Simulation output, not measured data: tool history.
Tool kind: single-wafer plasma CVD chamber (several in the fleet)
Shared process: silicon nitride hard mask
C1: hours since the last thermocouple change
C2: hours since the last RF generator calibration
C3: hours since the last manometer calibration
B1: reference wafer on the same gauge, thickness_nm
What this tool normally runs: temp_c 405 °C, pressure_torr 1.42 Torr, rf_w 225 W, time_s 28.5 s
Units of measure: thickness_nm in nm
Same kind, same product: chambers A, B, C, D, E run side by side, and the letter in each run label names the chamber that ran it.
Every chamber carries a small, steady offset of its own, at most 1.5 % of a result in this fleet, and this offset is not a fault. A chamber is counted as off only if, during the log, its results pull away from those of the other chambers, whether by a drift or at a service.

{"hour": 1.5, "done": "chamber C: capacitance manometer re-zeroed and calibrated"}
{"run": "1C", "hour": 13.5, "temp_c": 405, "pressure_torr": 1.42, "rf_w": 225, "time_s": 28.5, "C1": 911.4, "C2": 407.2, "C3": 12, "B1": 25.502, "thickness_nm": 25.865}
{"run": "2B", "hour": 19.5, "temp_c": 405, "pressure_torr": 1.42, "rf_w": 225, "time_s": 28.5, "C1": 262.9, "C2": 1777.9, "C3": 595.7, "B1": 25.508, "thickness_nm": 26.117}
{"run": "3E", "hour": 32.2, "temp_c": 405, "pressure_torr": 1.42, "rf_w": 225, "time_s": 28.5, "C1": 2304.2, "C2": 1089.8, "C3": 468.7, "B1": 25.52, "thickness_nm": 26.174}
{"hour": 40.9, "done": "chamber A: RF generator calibrated"}
{"run": "4D", "hour": 43.3, "temp_c": 405, "pressure_torr": 1.42, "rf_w": 225, "time_s": 28.5, "C1": 1477.1, "C2": 233.7, "C3": 753.7, "B1": 25.516, "thickness_nm": 25.868}
{"run": "5A", "hour": 51.4, "temp_c": 405, "pressure_torr": 1.42, "rf_w": 225, "time_s": 28.5, "C1": 292.9, "C2": 10.5, "C3": 564.4, "B1": 25.523, "thickness_nm": 25.873}
{"run": "6A", "hour": 61.1, "temp_c": 405, "pressure_torr": 1.42, "rf_w": 225, "time_s": 28.5, "C1": 302.6, "C2": 20.2, "C3": 574.1, "B1": 25.519, "thickness_nm": 25.851}
{"run": "7D", "hour": 69.9, "temp_c": 405, "pressure_torr": 1.42, "rf_w": 225, "time_s": 28.5, "C1": 1503.7, "C2": 260.3, "C3": 780.3, "B1": 25.524, "thickness_nm": 25.873}
{"run": "8B", "hour": 79.5, "temp_c": 405, "pressure_torr": 1.42, "rf_w": 225, "time_s": 28.5, "C1": 322.9, "C2": 1837.9, "C3": 655.7, "B1": 25.528, "thickness_nm": 26.118}
{"run": "9E", "hour": 86.9, "temp_c": 394, "pressure_torr": 1.42, "rf_w": 225, "time_s": 28.5, "C1": 2358.9, "C2": 1144.5, "C3": 523.4, "B1": 25.523, "thickness_nm": 26.416}
{"run": "10C", "hour": 94.1, "temp_c": 394, "pressure_torr": 1.42, "rf_w": 225, "time_s": 28.5, "C1": 992, "C2": 487.8, "C3": 92.6, "B1": 25.534, "thickness_nm": 25.95}
{"hour": 100.5, "done": "chamber E: RF generator calibrated"}
{"run": "11D", "hour": 106.4, "temp_c": 394, "pressure_torr": 1.42, "rf_w": 225, "time_s": 28.5, "C1": 1540.2, "C2": 296.8, "C3": 816.8, "B1": 25.542, "thickness_nm": 26.007}
{"run": "12E", "hour": 116.0, "temp_c": 394, "pressure_torr": 1.42, "rf_w": 225, "time_s": 28.5, "C1": 2388, "C2": 15.5, "C3": 552.5, "B1": 25.54, "thickness_nm": 26.394}
{"run": "13A", "hour": 125.9, "temp_c": 394, "pressure_torr": 1.42, "rf_w": 225, "time_s": 28.5, "C1": 367.4, "C2": 85, "C3": 638.9, "B1": 25.541, "thickness_nm": 25.967}
{"run": "14C", "hour": 132.2, "temp_c": 405, "pressure_torr": 1.42, "rf_w": 225, "time_s": 28.5, "C1": 1030.1, "C2": 525.9, "C3": 130.7, "B1": 25.539, "thickness_nm": 25.867}
{"run": "15B", "hour": 139.3, "temp_c": 405, "pressure_torr": 1.42, "rf_w": 225, "time_s": 28.5, "C1": 382.7, "C2": 1897.7, "C3": 715.5, "B1": 25.546, "thickness_nm": 26.233}
{"run": "16D", "hour": 148.7, "temp_c": 405, "pressure_torr": 1.42, "rf_w": 225, "time_s": 28.5, "C1": 1582.5, "C2": 339.1, "C3": 859.1, "B1": 25.551, "thickness_nm": 25.882}
{"run": "17E", "hour": 161.6, "temp_c": 405, "pressure_torr": 1.42, "rf_w": 225, "time_s": 28.5, "C1": 2433.6, "C2": 61.1, "C3": 598.1, "B1": 25.56, "thickness_nm": 26.285}
{"run": "18A", "hour": 174.9, "temp_c": 405, "pressure_torr": 1.42, "rf_w": 225, "time_s": 30.6, "C1": 416.4, "C2": 134, "C3": 687.9, "B1": 25.553, "thickness_nm": 27.802}
{"run": "19B", "hour": 182.0, "temp_c": 405, "pressure_torr": 1.42, "rf_w": 225, "time_s": 30.6, "C1": 425.4, "C2": 1940.4, "C3": 758.2, "B1": 25.554, "thickness_nm": 28.107}
{"run": "20C", "hour": 188.3, "temp_c": 405, "pressure_torr": 1.42, "rf_w": 225, "time_s": 30.6, "C1": 1086.2, "C2": 582, "C3": 186.8, "B1": 25.555, "thickness_nm": 27.777}
{"run": "21E", "hour": 200.4, "temp_c": 405, "pressure_torr": 1.42, "rf_w": 225, "time_s": 30.6, "C1": 2472.4, "C2": 99.9, "C3": 636.9, "B1": 25.565, "thickness_nm": 28.192}
{"hour": 208.4, "done": "chamber B: RF generator calibrated"}
{"run": "22B", "hour": 213.9, "temp_c": 405, "pressure_torr": 1.42, "rf_w": 225, "time_s": 30.6, "C1": 457.3, "C2": 5.6, "C3": 790.1, "B1": 25.568, "thickness_nm": 28.148}
{"run": "23D", "hour": 224.3, "temp_c": 405, "pressure_torr": 1.42, "rf_w": 225, "time_s": 28.5, "C1": 1658.1, "C2": 414.7, "C3": 934.7, "B1": 25.571, "thickness_nm": 25.902}
{"hour": 226.8, "done": "chamber E: thermocouple changed; heater temperature recalibrated"}
{"run": "24A", "hour": 230.4, "temp_c": 405, "pressure_torr": 1.42, "rf_w": 225, "time_s": 28.5, "C1": 471.9, "C2": 189.5, "C3": 743.4, "B1": 25.58, "thickness_nm": 25.897}
{"run": "25C", "hour": 244.0, "temp_c": 405, "pressure_torr": 1.42, "rf_w": 225, "time_s": 28.5, "C1": 1141.9, "C2": 637.7, "C3": 242.5, "B1": 25.58, "thickness_nm": 25.854}
{"run": "26C", "hour": 256.4, "temp_c": 405, "pressure_torr": 1.42, "rf_w": 225, "time_s": 28.5, "C1": 1154.3, "C2": 650.1, "C3": 254.9, "B1": 25.583, "thickness_nm": 25.841}
{"run": "27E", "hour": 269.3, "temp_c": 405, "pressure_torr": 1.42, "rf_w": 225, "time_s": 28.5, "C1": 42.5, "C2": 168.8, "C3": 705.8, "B1": 25.58, "thickness_nm": 26.287}
{"run": "28D", "hour": 276.4, "temp_c": 405, "pressure_torr": 1.42, "rf_w": 225, "time_s": 28.5, "C1": 1710.2, "C2": 466.8, "C3": 986.8, "B1": 25.59, "thickness_nm": 25.924}
{"run": "29A", "hour": 286.7, "temp_c": 405, "pressure_torr": 1.42, "rf_w": 225, "time_s": 28.5, "C1": 528.2, "C2": 245.8, "C3": 799.7, "B1": 25.594, "thickness_nm": 25.952}
{"run": "30B", "hour": 299.3, "temp_c": 405, "pressure_torr": 1.42, "rf_w": 225, "time_s": 28.5, "C1": 542.7, "C2": 91, "C3": 875.5, "B1": 25.601, "thickness_nm": 26.177}
{"run": "31C", "hour": 308.2, "temp_c": 405, "pressure_torr": 1.42, "rf_w": 225, "time_s": 28.5, "C1": 1206.1, "C2": 701.9, "C3": 306.7, "B1": 25.603, "thickness_nm": 25.884}
{"run": "32B", "hour": 319.7, "temp_c": 405, "pressure_torr": 1.42, "rf_w": 225, "time_s": 28.5, "C1": 563.1, "C2": 111.4, "C3": 895.9, "B1": 25.606, "thickness_nm": 26.251}
{"run": "33D", "hour": 329.2, "temp_c": 405, "pressure_torr": 1.42, "rf_w": 225, "time_s": 28.5, "C1": 1763, "C2": 519.6, "C3": 1039.6, "B1": 25.615, "thickness_nm": 26.019}
{"run": "34E", "hour": 339.0, "temp_c": 405, "pressure_torr": 1.42, "rf_w": 225, "time_s": 28.5, "C1": 112.2, "C2": 238.5, "C3": 775.5, "B1": 25.615, "thickness_nm": 26.311}
{"run": "35A", "hour": 350.5, "temp_c": 405, "pressure_torr": 1.42, "rf_w": 225, "time_s": 28.5, "C1": 592, "C2": 309.6, "C3": 863.5, "B1": 25.614, "thickness_nm": 25.938}
{"run": "36E", "hour": 363.8, "temp_c": 405, "pressure_torr": 1.42, "rf_w": 225, "time_s": 28.5, "C1": 137, "C2": 263.3, "C3": 800.3, "B1": 25.62, "thickness_nm": 26.314}
{"run": "37C", "hour": 376.4, "temp_c": 405, "pressure_torr": 1.42, "rf_w": 225, "time_s": 28.5, "C1": 1274.3, "C2": 770.1, "C3": 374.9, "B1": 25.621, "thickness_nm": 25.871}

Decide between three cases: one chamber stands off from its peers, the gauge reading all wafers drifts, or nothing is wrong past each chamber's small offset. Where a chamber is off, say which and what most likely put it there.

None of the chambers is off. What moves is the gauge, dragging all their readings along together.
Cause: gauge reads high (%) = 0.493.

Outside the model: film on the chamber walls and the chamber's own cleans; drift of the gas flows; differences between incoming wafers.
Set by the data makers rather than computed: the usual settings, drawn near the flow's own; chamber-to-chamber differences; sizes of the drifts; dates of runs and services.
